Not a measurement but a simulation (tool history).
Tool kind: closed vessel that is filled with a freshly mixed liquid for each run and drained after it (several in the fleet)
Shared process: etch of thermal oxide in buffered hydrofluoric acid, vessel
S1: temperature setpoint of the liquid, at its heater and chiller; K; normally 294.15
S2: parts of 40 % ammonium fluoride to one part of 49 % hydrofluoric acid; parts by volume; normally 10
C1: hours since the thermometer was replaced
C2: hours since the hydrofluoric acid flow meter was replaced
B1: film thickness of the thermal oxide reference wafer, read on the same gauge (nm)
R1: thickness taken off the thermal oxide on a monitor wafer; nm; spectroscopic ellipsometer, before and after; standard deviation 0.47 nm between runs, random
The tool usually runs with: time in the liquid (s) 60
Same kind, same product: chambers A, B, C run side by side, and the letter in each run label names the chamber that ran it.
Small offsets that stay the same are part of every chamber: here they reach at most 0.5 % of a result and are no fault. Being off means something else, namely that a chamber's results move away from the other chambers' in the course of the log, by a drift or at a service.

Run 1C, hour 10.9: usual settings; C1 489.6; C2 1337.1; B1 140.01. Result: R1 58.45 nm.
Run 2A, hour 22.2: usual settings; C1 54; C2 361.7; B1 139.99. Result: R1 58.489 nm.
Run 3B, hour 33.7: usual settings; C1 337.1; C2 294.5; B1 140.02. Result: R1 58.613 nm.
Run 4B, hour 48.7: usual settings; C1 352.1; C2 309.5; B1 140.01. Result: R1 57.862 nm.
Run 5C, hour 57.3: usual settings; C1 536; C2 1383.5; B1 140.01. Result: R1 58.403 nm.
Run 6A, hour 64.9: usual settings; C1 96.7; C2 404.4; B1 140.01. Result: R1 58.408 nm.
Run 7A, hour 75.2: usual settings but S2 8.5 parts by volume, time in the liquid (s) 35; C1 107; C2 414.7; B1 140.01. Result: R1 38.191 nm.
Run 8C, hour 88.1: usual settings but S2 8.5 parts by volume, time in the liquid (s) 35; C1 566.8; C2 1414.3; B1 140.02. Result: R1 38.759 nm.
Run 9B, hour 95.6: usual settings but S2 8.5 parts by volume, time in the liquid (s) 35; C1 399; C2 356.4; B1 140.01. Result: R1 38.507 nm.
Run 10A, hour 108.7: usual settings; C1 140.5; C2 448.2; B1 139.98. Result: R1 58.404 nm.
Run 11B, hour 120.6: usual settings; C1 424; C2 381.4; B1 140. Result: R1 58.556 nm.
Run 12C, hour 134.5: usual settings but time in the liquid (s) 30; C1 613.2; C2 1460.7; B1 139.98. Result: R1 29.175 nm.
Run 13C, hour 143: usual settings but time in the liquid (s) 30; C1 621.7; C2 1469.2; B1 140. Result: R1 29.365 nm.
Run 14B, hour 154.3: usual settings but time in the liquid (s) 30; C1 457.7; C2 415.1; B1 139.99. Result: R1 29.076 nm.
Run 15A, hour 162.8: usual settings; C1 194.6; C2 502.3; B1 140.01. Result: R1 58.841 nm.
Run 16C, hour 172.9: usual settings; C1 651.6; C2 1499.1; B1 139.98. Result: R1 58.835 nm.
At hour 176.2: chamber B: hydrofluoric acid flow meter replaced.
Run 17B, hour 181.6: usual settings; C1 485; C2 5.4; B1 139.99. Result: R1 58.24 nm.
Run 18A, hour 192.7: usual settings but S2 7 parts by volume, time in the liquid (s) 30; C1 224.5; C2 532.2; B1 139.98. Result: R1 40.585 nm.
Run 19A, hour 203.3: usual settings but S2 7 parts by volume, time in the liquid (s) 30; C1 235.1; C2 542.8; B1 139.97. Result: R1 40.513 nm.
Run 20B, hour 218.5: usual settings but S2 7 parts by volume, time in the liquid (s) 30; C1 521.9; C2 42.3; B1 139.99. Result: R1 40.685 nm.
Run 21C, hour 231.5: usual settings; C1 710.2; C2 1557.7; B1 139.99. Result: R1 57.105 nm.
Run 22B, hour 246.3: usual settings; C1 549.7; C2 70.1; B1 140. Result: R1 58.136 nm.
Run 23A, hour 259.7: usual settings; C1 291.5; C2 599.2; B1 139.99. Result: R1 58.159 nm.
Run 24C, hour 271.4: usual settings; C1 750.1; C2 1597.6; B1 139.99. Result: R1 57.393 nm.
Run 25C, hour 281.8: usual settings; C1 760.5; C2 1608; B1 140.01. Result: R1 56.78 nm.
Run 26B, hour 297.5: usual settings; C1 600.9; C2 121.3; B1 140. Result: R1 58.29 nm.
Run 27A, hour 305.1: usual settings; C1 336.9; C2 644.6; B1 140. Result: R1 58.88 nm.
Run 28A, hour 319.9: usual settings; C1 351.7; C2 659.4; B1 139.99. Result: R1 57.932 nm.
Run 29B, hour 328.4: usual settings; C1 631.8; C2 152.2; B1 140.01. Result: R1 58.077 nm.
Run 30C, hour 343.4: usual settings; C1 822.1; C2 1669.6; B1 139.98. Result: R1 56.508 nm.
Run 31A, hour 354.5: usual settings; C1 386.3; C2 694; B1 139.99. Result: R1 58.195 nm.
Run 32C, hour 365.9: usual settings; C1 844.6; C2 1692.1; B1 139.99. Result: R1 55.681 nm.
Run 33B, hour 376.2: usual settings; C1 679.6; C2 200; B1 140.01. Result: R1 59.33 nm.
Run 34A, hour 383.9: usual settings; C1 415.7; C2 723.4; B1 139.96. Result: R1 58.323 nm.
Run 35B, hour 399.7: usual settings; C1 703.1; C2 223.5; B1 140. Result: R1 58.86 nm.
Run 36C, hour 410.7: usual settings; C1 889.4; C2 1736.9; B1 140. Result: R1 55.393 nm.
Run 37A, hour 422.4: usual settings; C1 454.2; C2 761.9; B1 139.99. Result: R1 58.144 nm.

Has any chamber moved away from the others, gradually or after a service, or does the common gauge drift, or do the chambers differ only by their own small steady offsets? State the chamber and the most likely cause if one applies.

Little by little, chamber C moves away from the other chambers.
Likeliest cause: hydrofluoric acid flow below the setpoint (%) = 5.4.
The log might look much the same if the cause were instead: liquid colder than its thermometer reads (K).

Below are 4 candidate recipes for chamber C's next run, each the usual settings with a change, their results shown as question marks. Which of them brings C's results back in line with what the other chambers give on the usual settings?
Maximum distance from the other chambers' mean on the usual settings for a result to count as in line: R1 1.7 nm
Run 38C-1, hour 433.8: usual settings but S2 9.5 parts by volume. Result: R1 ?.
Run 38C-2, hour 433.8: usual settings but S1 292.15 K. Result: R1 ?.
Run 38C-3, hour 433.8: usual settings but S2 10.5 parts by volume. Result: R1 ?.
Run 38C-4, hour 433.8: usual settings but S1 294.65 K, S2 9 parts by volume. Result: R1 ?.

Average result of the remaining chambers running the usual settings: R1 58.325 nm
  run      R1
38C-1  58.353
38C-2  49.664
38C-3  52.888
38C-4  62.141
It is 38C-1 that realigns the chamber with its peers.

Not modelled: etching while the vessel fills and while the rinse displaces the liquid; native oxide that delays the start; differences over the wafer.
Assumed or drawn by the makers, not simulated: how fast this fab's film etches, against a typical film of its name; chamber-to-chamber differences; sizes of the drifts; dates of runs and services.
